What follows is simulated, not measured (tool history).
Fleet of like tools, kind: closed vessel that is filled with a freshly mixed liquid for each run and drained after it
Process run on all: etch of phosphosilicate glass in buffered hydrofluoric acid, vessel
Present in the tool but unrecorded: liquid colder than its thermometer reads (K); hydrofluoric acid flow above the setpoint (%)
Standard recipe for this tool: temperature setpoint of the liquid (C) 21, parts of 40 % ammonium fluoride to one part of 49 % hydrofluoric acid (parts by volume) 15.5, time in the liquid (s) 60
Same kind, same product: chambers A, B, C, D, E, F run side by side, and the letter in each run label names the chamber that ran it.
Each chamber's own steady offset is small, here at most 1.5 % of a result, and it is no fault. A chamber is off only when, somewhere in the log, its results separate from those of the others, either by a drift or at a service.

run	day	temperature setpoint of the liquid (C)	parts of 40 % ammonium fluoride to one part of 49 % hydrofluoric acid (parts by volume)	time in the liquid (s)	hours since the thermometer was replaced	hours since the hydrofluoric acid flow meter was replaced	read-back film thickness of the phosphosilicate glass reference wafer, read on the same gauge (nm)	thickness taken off the phosphosilicate glass on a monitor wafer (Å)
1C	0.171	21	15.5	60	174.6	95.0	49.990	1806.5
2D	0.379	21	15.5	60	545.3	1786.7	50.006	1849.0
3F	0.600	21	15.5	60	880.7	928.6	50.026	1826.9
4A	0.854	21	15.5	60	582.1	47.2	50.032	1826.8
5B	1.092	21	15.5	60	532.1	438.3	50.017	1831.7
6E	1.246	21	15.5	60	268.8	2315.8	49.991	1782.2
# day 1.446: chamber E: hydrofluoric acid flow meter replaced
7A	1.554	21	15.5	60	598.9	64.0	50.003	1788.7
8C	1.746	21	15.5	60	212.4	132.8	49.975	1795.4
# day 1.883: chamber B: thermometer replaced
9F	1.950	21	15.5	60	913.1	961.0	49.962	1816.2
10D	2.246	21	15.5	60	590.1	1831.5	50.020	1873.9
11B	2.412	24	15.5	60	12.7	470.0	49.990	2199.0
12E	2.717	24	15.5	60	304.1	30.5	50.001	2131.5
13B	2.896	24	15.5	60	24.3	481.6	49.983	2171.1
14A	3.192	24	15.5	60	638.2	103.3	50.028	2186.1
15C	3.425	24	15.5	60	252.7	173.1	49.989	2121.7
16E	3.633	24	15.5	60	326.1	52.5	50.022	2166.1
17D	3.904	21	19.5	90	629.9	1871.3	49.988	2207.7
18F	4.046	21	19.5	90	963.4	1011.3	49.980	2167.6
19C	4.217	21	19.5	90	271.7	192.1	49.979	2160.5
20B	4.396	21	19.5	90	60.3	517.6	49.992	2173.3
21E	4.550	21	19.5	90	348.1	74.5	50.013	2142.8
22F	4.758	21	19.5	90	980.5	1028.4	49.996	2192.5
23D	4.967	21	18.0	45	655.4	1896.8	49.992	1175.2
24A	5.267	21	18.0	45	688.0	153.1	50.006	1171.5
25E	5.438	21	18.0	45	369.4	95.8	49.983	1159.9
26C	5.629	21	18.0	45	305.6	226.0	49.968	1159.0
27F	5.938	21	18.0	45	1008.8	1056.7	50.023	1240.9
28A	6.162	21	18.0	45	709.5	174.6	50.041	1164.5
29B	6.379	21	15.5	60	107.9	565.2	50.004	1828.3
30D	6.546	21	15.5	60	693.3	1934.7	49.977	1801.9
31F	6.692	21	15.5	60	1026.9	1074.8	50.000	1920.4
32D	6.996	21	15.5	60	704.1	1945.5	49.996	1816.6
33A	7.225	21	15.5	75	735.0	200.1	50.012	2255.0
34E	7.412	21	15.5	75	416.8	143.2	50.035	2266.9
35C	7.675	21	15.5	75	354.7	275.1	49.982	2259.4
36B	7.888	21	15.5	75	144.1	601.4	49.979	2281.9
37C	8.100	21	15.5	75	364.9	285.3	49.979	2304.4
38E	8.400	21	15.5	75	440.5	166.9	50.019	2276.1
39F	8.612	21	15.5	50	1073.0	1120.9	49.991	1626.5
40B	8.829	21	15.5	50	166.7	624.0	50.005	1526.3
41A	9.104	21	15.5	50	780.1	245.2	49.980	1506.5

Read the log: is a single chamber off, either drifting away or since a service, is the gauge that measures every chamber drifting, or is nothing wrong beyond small per-chamber offsets? Name any odd chamber and what most likely caused it.

Chamber F drifts away from the others.
Likeliest cause: hydrofluoric acid flow above the setpoint (%) = 8.62.
It could be hard to tell apart here from: liquid hotter than its thermometer reads (K).

Here are 4 candidates for chamber F's next run, each the usual settings with a change, their results left as question marks. Which one brings its results back in line with what the others give on the usual settings?
Counts as in line when no further than this from what the other chambers average on the usual settings: thickness taken off the phosphosilicate glass on a monitor wafer (Å) 62.0
42F-1	9.325	19.5	15.5	60				?
42F-2	9.325	21.0	15.5	65				?
42F-3	9.325	21.0	14.5	65				?
42F-4	9.325	20.5	16.0	55				?

Mean of the other chambers on the usual settings: thickness taken off the phosphosilicate glass on a monitor wafer (Å) 1820.6
run	thickness taken off the phosphosilicate glass on a monitor wafer (Å)
42F-1	1814.6
42F-2	2139.2
42F-3	2283.3
42F-4	1706.5
It is 42F-1 that realigns the chamber with its peers.
